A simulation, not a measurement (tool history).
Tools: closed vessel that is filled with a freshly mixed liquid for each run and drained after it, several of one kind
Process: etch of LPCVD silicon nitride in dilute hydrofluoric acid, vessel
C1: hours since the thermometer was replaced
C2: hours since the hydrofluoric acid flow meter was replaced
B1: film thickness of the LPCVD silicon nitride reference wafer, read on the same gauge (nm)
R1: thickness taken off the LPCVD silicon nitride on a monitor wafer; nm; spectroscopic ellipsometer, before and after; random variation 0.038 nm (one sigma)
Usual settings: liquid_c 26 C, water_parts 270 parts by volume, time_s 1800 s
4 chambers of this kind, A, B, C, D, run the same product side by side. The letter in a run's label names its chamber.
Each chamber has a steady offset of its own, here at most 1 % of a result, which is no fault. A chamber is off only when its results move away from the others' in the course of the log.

Run 1D, hour 9: usual settings; C1 1242.2; C2 1055.3; B1 150.06. Result: R1 3.9231 nm.
Run 2C, hour 22: usual settings; C1 2111.1; C2 244.6; B1 150.01. Result: R1 3.8898 nm.
Run 3B, hour 34.8: usual settings; C1 330; C2 1071.8; B1 150.01. Result: R1 3.9483 nm.
Run 4A, hour 42.3: usual settings; C1 1363.4; C2 968.7; B1 150.01. Result: R1 3.9122 nm.
At hour 54.8: chamber C: thermometer replaced.
Run 5B, hour 56.7: usual settings; C1 351.9; C2 1093.7; B1 149.96. Result: R1 3.9457 nm.
Run 6D, hour 67.4: usual settings; C1 1300.6; C2 1113.7; B1 150.01. Result: R1 3.881 nm.
Run 7A, hour 80.7: usual settings; C1 1401.8; C2 1007.1; B1 149.99. Result: R1 3.9839 nm.
Run 8C, hour 91.7: usual settings; C1 37; C2 314.3; B1 150. Result: R1 3.8913 nm.
Run 9D, hour 105.2: usual settings; C1 1338.4; C2 1151.5; B1 149.97. Result: R1 3.8894 nm.
Run 10B, hour 114.4: usual settings; C1 409.6; C2 1151.4; B1 149.98. Result: R1 3.9218 nm.
Run 11A, hour 126.8: usual settings but water_parts 360 parts by volume; C1 1447.9; C2 1053.2; B1 150.02. Result: R1 2.9773 nm.
Run 12C, hour 140.9: usual settings but water_parts 360 parts by volume; C1 86.2; C2 363.5; B1 150.01. Result: R1 2.9095 nm.
At hour 148.6: chamber B: hydrofluoric acid flow meter replaced.
Run 13A, hour 151.3: usual settings but water_parts 360 parts by volume; C1 1472.4; C2 1077.7; B1 150.01. Result: R1 2.994 nm.
Run 14D, hour 165.3: usual settings but water_parts 360 parts by volume; C1 1398.5; C2 1211.6; B1 149.99. Result: R1 2.8746 nm.
Run 15C, hour 178.6: usual settings; C1 123.9; C2 401.2; B1 149.96. Result: R1 3.8589 nm.
Run 16B, hour 189.3: usual settings; C1 484.5; C2 40.7; B1 149.98. Result: R1 3.9232 nm.
Run 17B, hour 202.2: usual settings; C1 497.4; C2 53.6; B1 150.01. Result: R1 3.9079 nm.
Run 18C, hour 215.2: usual settings but liquid_c 22 C, water_parts 355 parts by volume; C1 160.5; C2 437.8; B1 149.98. Result: R1 2.3021 nm.
Run 19D, hour 225.2: usual settings but liquid_c 22 C, water_parts 355 parts by volume; C1 1458.4; C2 1271.5; B1 150. Result: R1 2.3236 nm.
Run 20A, hour 236.7: usual settings but liquid_c 22 C, water_parts 355 parts by volume; C1 1557.8; C2 1163.1; B1 150.03. Result: R1 2.3977 nm.
Run 21A, hour 246.2: usual settings but liquid_c 22 C, water_parts 355 parts by volume; C1 1567.3; C2 1172.6; B1 150.03. Result: R1 2.4345 nm.
Run 22B, hour 260.1: usual settings; C1 555.3; C2 111.5; B1 149.99. Result: R1 3.9422 nm.
Run 23D, hour 268.6: usual settings; C1 1501.8; C2 1314.9; B1 150. Result: R1 3.9204 nm.
Run 24C, hour 277.2: usual settings but liquid_c 24 C, time_s 1040 s; C1 222.5; C2 499.8; B1 149.97. Result: R1 1.9987 nm.
Run 25D, hour 284.3: usual settings but liquid_c 24 C, time_s 1040 s; C1 1517.5; C2 1330.6; B1 149.99. Result: R1 2.0198 nm.
Run 26C, hour 297.2: usual settings but liquid_c 24 C, time_s 1040 s; C1 242.5; C2 519.8; B1 149.98. Result: R1 1.9785 nm.
Run 27B, hour 306: usual settings but liquid_c 24 C, time_s 1040 s; C1 601.2; C2 157.4; B1 150.04. Result: R1 1.9821 nm.
Run 28A, hour 313.3: usual settings; C1 1634.4; C2 1239.7; B1 150.03. Result: R1 4.1613 nm.

What goes on in this fleet: one chamber off, a drifting gauge, or nothing beyond the chambers' own small offsets? Name the chamber and the cause, if any.

Chamber A drifts away from the others.
Cause: liquid hotter than its thermometer reads (K) = 1.04.
The log may not tell that from: hydrofluoric acid flow above the setpoint (%).

Here are 4 candidates for chamber A's next run, each the usual settings with a change, their results left as question marks. Which one brings its results back in line with what the others give on the usual settings?
In line means no further than this from the other chambers' mean on the usual settings: R1 0.13 nm
Run 29A-1, hour 324.1: usual settings but time_s 1565 s. Result: R1 ?.
Run 29A-2, hour 324.1: usual settings but water_parts 280 parts by volume, time_s 1725 s. Result: R1 ?.
Run 29A-3, hour 324.1: usual settings but liquid_c 26.5 C, water_parts 260 parts by volume, time_s 1910 s. Result: R1 ?.
Run 29A-4, hour 324.1: usual settings but water_parts 260 parts by volume, time_s 1875 s. Result: R1 ?.

The other chambers' mean on the usual settings: R1 3.885 nm
  run      R1
29A-1  3.6145
29A-2  3.8393
29A-3  4.7234
29A-4     4.5
29A-2 brings the chamber back in line.
